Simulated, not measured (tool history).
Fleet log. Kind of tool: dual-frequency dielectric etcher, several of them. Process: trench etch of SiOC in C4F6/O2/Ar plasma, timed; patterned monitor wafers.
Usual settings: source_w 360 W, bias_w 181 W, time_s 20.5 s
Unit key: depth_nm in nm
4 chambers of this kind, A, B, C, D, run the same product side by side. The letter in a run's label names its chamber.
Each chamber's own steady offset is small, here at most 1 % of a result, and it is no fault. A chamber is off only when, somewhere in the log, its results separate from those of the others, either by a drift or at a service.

run    day  source_w  bias_w  time_s  hours since the last wet clean  hours since the last source power generator calibration  hours since the last bias power generator calibration  read-back reference wafer on the same gauge, depth_nm  depth_nm
 1C  0.154       360     181    20.5                           175.5                                                      8.7                                                  838.2                                                 48.123    41.162
 2B  0.321       360     181    20.5                           109.9                                                    161.8                                                 1332.6                                                 48.159    41.195
 3A  0.546       360     181    20.5                            40.5                                                   4682.7                                                 2413.5                                                 48.144    40.033
 4D  0.775       360     181    20.5                            78.6                                                   1905.0                                                  638.1                                                 48.146    40.880
 5D  0.979       360     181    20.5                            83.5                                                   1909.9                                                  643.0                                                 48.161    40.873
 6B  1.212       360     206    20.5                           131.3                                                    183.2                                                 1354.0                                                 48.151    42.445
 7A  1.404       360     206    20.5                            61.1                                                   4703.3                                                 2434.1                                                 48.049    41.907
 8C  1.529       360     206    20.5                           208.5                                                     41.7                                                  871.2                                                 48.100    42.844
 9C  1.646       360     206    20.5                           211.3                                                     44.5                                                  874.0                                                 48.137    43.182
10D  1.762       360     181    20.5                           102.3                                                   1928.7                                                  661.8                                                 48.097    40.656
     1.817  -- chamber A: source power generator calibrated
11B  1.962       360     181    20.5                           149.3                                                    201.2                                                 1372.0                                                 48.094    40.554
12A  2.221       360     181    20.5                            80.7                                                      9.8                                                 2453.7                                                 48.129    40.989
13A  2.404       360     181    20.5                            85.1                                                     14.2                                                 2458.1                                                 48.061    40.685
14C  2.571       360     181    20.5                           233.5                                                     66.7                                                  896.2                                                 48.081    41.139
15B  2.829       360     181    20.5                           170.1                                                    222.0                                                 1392.8                                                 48.057    40.627
16D  2.996       360     181    20.5                           131.9                                                   1958.3                                                  691.4                                                 48.165    40.833
17B  3.204       410     181    25.5                           179.1                                                    231.0                                                 1401.8                                                 48.105    53.550
18C  3.396       410     181    25.5                           253.3                                                     86.5                                                  916.0                                                 48.067    54.265
19A  3.558       410     181    25.5                           112.8                                                     41.9                                                 2485.8                                                 48.099    53.496
20D  3.688       410     181    25.5                           148.5                                                   1974.9                                                  708.0                                                 48.114    53.667
21C  3.925       360     181    20.5                           266.0                                                     99.2                                                  928.7                                                 48.108    40.714
22A  4.179       360     181    20.5                           127.7                                                     56.8                                                 2500.7                                                 48.147    41.049
23D  4.312       360     181    20.5                           163.5                                                   1989.9                                                  723.0                                                 48.107    41.181
24B  4.529       360     181    20.5                           210.9                                                    262.8                                                 1433.6                                                 48.119    40.582
25C  4.779       360     181    20.5                           286.5                                                    119.7                                                  949.2                                                 48.078    41.181
26A  4.892       360     181    20.5                           144.8                                                     73.9                                                 2517.8                                                 48.064    40.720
27D  5.004       360     203    20.5                           180.1                                                   2006.5                                                  739.6                                                 48.134    42.909
28B  5.254       360     203    20.5                           228.3                                                    280.2                                                 1451.0                                                 48.102    41.467
29A  5.375       360     203    20.5                           156.4                                                     85.5                                                 2529.4                                                 48.056    42.226
30B  5.517       360     203    20.5                           234.6                                                    286.5                                                 1457.3                                                 48.193    41.013
31C  5.742       290     181    18.0                           309.6                                                    142.8                                                  972.3                                                 48.086    33.220
32D  5.958       290     181    18.0                           203.0                                                   2029.4                                                  762.5                                                 48.094    33.209
33B  6.096       290     181    18.0                           248.5                                                    300.4                                                 1471.2                                                 48.076    31.883
34D  6.354       290     181    18.0                           212.5                                                   2038.9                                                  772.0                                                 48.015    33.110
35A  6.529       360     181    20.5                           184.1                                                    113.2                                                 2557.1                                                 48.085    41.080
36C  6.725       360     181    20.5                           333.2                                                    166.4                                                  995.9                                                 48.071    40.943
37A  6.921       360     181    20.5                           193.5                                                    122.6                                                 2566.5                                                 48.053    40.716
38C  7.075       360     181    20.5                           341.6                                                    174.8                                                 1004.3                                                 48.104    41.211

All chambers now run identical settings, listed one chamber a line with results as question marks. What results will each chamber show?
39A  7.258       360     181    15.5                                                                                                                                                                                                                ?
39B  7.258       360     181    15.5                                                                                                                                                                                                                ?
39C  7.258       360     181    15.5                                                                                                                                                                                                                ?
39D  7.258       360     181    15.5                                                                                                                                                                                                                ?

run  depth_nm
39A    30.603
39B    30.100
39C    31.129
39D    30.885
